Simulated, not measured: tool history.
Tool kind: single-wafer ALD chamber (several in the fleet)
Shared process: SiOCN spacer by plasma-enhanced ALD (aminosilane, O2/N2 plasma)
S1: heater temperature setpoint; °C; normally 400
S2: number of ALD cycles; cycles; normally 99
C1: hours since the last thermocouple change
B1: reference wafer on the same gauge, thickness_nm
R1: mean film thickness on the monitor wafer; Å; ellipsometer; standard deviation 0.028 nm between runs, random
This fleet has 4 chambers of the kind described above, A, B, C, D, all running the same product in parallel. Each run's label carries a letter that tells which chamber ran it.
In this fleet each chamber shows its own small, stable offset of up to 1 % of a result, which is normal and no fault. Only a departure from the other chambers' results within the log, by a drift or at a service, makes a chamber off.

{"run": "1A", "day": 0.183, "S1": 400, "S2": 99, "C1": 1003, "B1": 6.4619, "R1": 60.055}
{"run": "2D", "day": 0.454, "S1": 400, "S2": 99, "C1": 656.6, "B1": 6.4505, "R1": 59.997}
{"run": "3B", "day": 0.779, "S1": 400, "S2": 99, "C1": 1148.4, "B1": 6.4616, "R1": 59.193}
{"run": "4C", "day": 1.117, "S1": 400, "S2": 99, "C1": 495.9, "B1": 6.4621, "R1": 59.131}
{"run": "5A", "day": 1.354, "S1": 410, "S2": 107, "C1": 1031.1, "B1": 6.4571, "R1": 62.597}
{"run": "6B", "day": 1.675, "S1": 410, "S2": 107, "C1": 1169.9, "B1": 6.4554, "R1": 62.503}
{"run": "7C", "day": 1.904, "S1": 410, "S2": 107, "C1": 514.8, "B1": 6.4561, "R1": 62.215}
{"run": "8D", "day": 2.212, "S1": 410, "S2": 107, "C1": 698.8, "B1": 6.4673, "R1": 63.128}
{"run": "9B", "day": 2.475, "S1": 400, "S2": 109, "C1": 1189.1, "B1": 6.4623, "R1": 65.167}
{"run": "10D", "day": 2.696, "S1": 400, "S2": 109, "C1": 710.4, "B1": 6.4546, "R1": 65.656}
{"run": "11C", "day": 2.862, "S1": 400, "S2": 109, "C1": 537.8, "B1": 6.4596, "R1": 64.815}
{"run": "12A", "day": 3.088, "S1": 400, "S2": 109, "C1": 1072.7, "B1": 6.4636, "R1": 66.005}
{"run": "13C", "day": 3.271, "S1": 386, "S2": 92, "C1": 547.6, "B1": 6.4613, "R1": 55.082}
{"run": "14B", "day": 3.575, "S1": 386, "S2": 92, "C1": 1215.5, "B1": 6.4593, "R1": 55.274}
{"run": "15A", "day": 3.746, "S1": 386, "S2": 92, "C1": 1088.5, "B1": 6.4573, "R1": 55.543}
{"run": "16D", "day": 4.05, "S1": 386, "S2": 92, "C1": 742.9, "B1": 6.46, "R1": 55.7}
{"run": "17C", "day": 4.329, "S1": 400, "S2": 99, "C1": 573, "B1": 6.4666, "R1": 59.527}
{"run": "18B", "day": 4.612, "S1": 400, "S2": 99, "C1": 1240.4, "B1": 6.4626, "R1": 59.475}
{"run": "19D", "day": 4.888, "S1": 409, "S2": 87, "C1": 763, "B1": 6.4642, "R1": 50.961}
{"run": "20A", "day": 5.179, "S1": 409, "S2": 87, "C1": 1122.9, "B1": 6.4665, "R1": 51.16}
{"run": "21A", "day": 5.421, "S1": 409, "S2": 87, "C1": 1128.7, "B1": 6.4644, "R1": 51.034}
{"run": "22C", "day": 5.621, "S1": 409, "S2": 87, "C1": 604, "B1": 6.4625, "R1": 50.812}
{"run": "23B", "day": 5.938, "S1": 400, "S2": 99, "C1": 1272.2, "B1": 6.4646, "R1": 59.662}
{"run": "24D", "day": 6.104, "S1": 400, "S2": 99, "C1": 792.2, "B1": 6.4594, "R1": 60.611}
{"run": "25C", "day": 6.329, "S1": 392, "S2": 99, "C1": 621, "B1": 6.4546, "R1": 59.018}
{"run": "26B", "day": 6.479, "S1": 392, "S2": 99, "C1": 1285.2, "B1": 6.4587, "R1": 59.545}
{"run": "27A", "day": 6.812, "S1": 392, "S2": 99, "C1": 1162.1, "B1": 6.4601, "R1": 60.354}
{"run": "28D", "day": 7.154, "S1": 392, "S2": 99, "C1": 817.4, "B1": 6.4628, "R1": 60.188}
{"run": "29C", "day": 7.417, "S1": 400, "S2": 99, "C1": 647.1, "B1": 6.4636, "R1": 59.356}
{"run": "30B", "day": 7.646, "S1": 400, "S2": 99, "C1": 1313.2, "B1": 6.4638, "R1": 59.303}
{"run": "31D", "day": 7.933, "S1": 412, "S2": 99, "C1": 836.1, "B1": 6.4626, "R1": 58.007}
{"run": "32A", "day": 8.083, "S1": 412, "S2": 99, "C1": 1192.6, "B1": 6.4613, "R1": 57.271}
{"run": "33B", "day": 8.321, "S1": 412, "S2": 99, "C1": 1329.4, "B1": 6.4691, "R1": 57.201}
{"run": "34D", "day": 8.642, "S1": 412, "S2": 99, "C1": 853.1, "B1": 6.458, "R1": 57.656}
{"run": "35A", "day": 8.896, "S1": 400, "S2": 99, "C1": 1212.1, "B1": 6.4512, "R1": 59.921}
{"run": "36C", "day": 9.246, "S1": 400, "S2": 99, "C1": 691, "B1": 6.4608, "R1": 59.448}
{"run": "37D", "day": 9.442, "S1": 400, "S2": 99, "C1": 872.3, "B1": 6.4671, "R1": 60.325}
{"run": "38B", "day": 9.662, "S1": 400, "S2": 99, "C1": 1361.6, "B1": 6.4652, "R1": 59.503}
{"run": "39A", "day": 9.879, "S1": 400, "S2": 99, "C1": 1235.7, "B1": 6.4612, "R1": 60.76}
{"run": "40C", "day": 10.046, "S1": 400, "S2": 99, "C1": 710.2, "B1": 6.4535, "R1": 59.057}
{"run": "41D", "day": 10.379, "S1": 400, "S2": 99, "C1": 894.8, "B1": 6.4661, "R1": 59.906}
{"run": "42C", "day": 10.6, "S1": 387, "S2": 90, "C1": 723.5, "B1": 6.466, "R1": 54.116}
{"run": "43A", "day": 10.838, "S1": 387, "S2": 90, "C1": 1258.7, "B1": 6.4606, "R1": 54.221}
{"run": "44B", "day": 11.112, "S1": 387, "S2": 90, "C1": 1396.4, "B1": 6.4605, "R1": 54.026}

All 4 chambers run these settings next. Forecast each chamber's results:
{"run": "45A", "day": 11.358, "S1": 395, "S2": 99, "R1": "?"}
{"run": "45B", "day": 11.358, "S1": 395, "S2": 99, "R1": "?"}
{"run": "45C", "day": 11.358, "S1": 395, "S2": 99, "R1": "?"}
{"run": "45D", "day": 11.358, "S1": 395, "S2": 99, "R1": "?"}

run=45A R1=60.174
run=45B R1=59.845
run=45C R1=59.334
run=45D R1=59.971
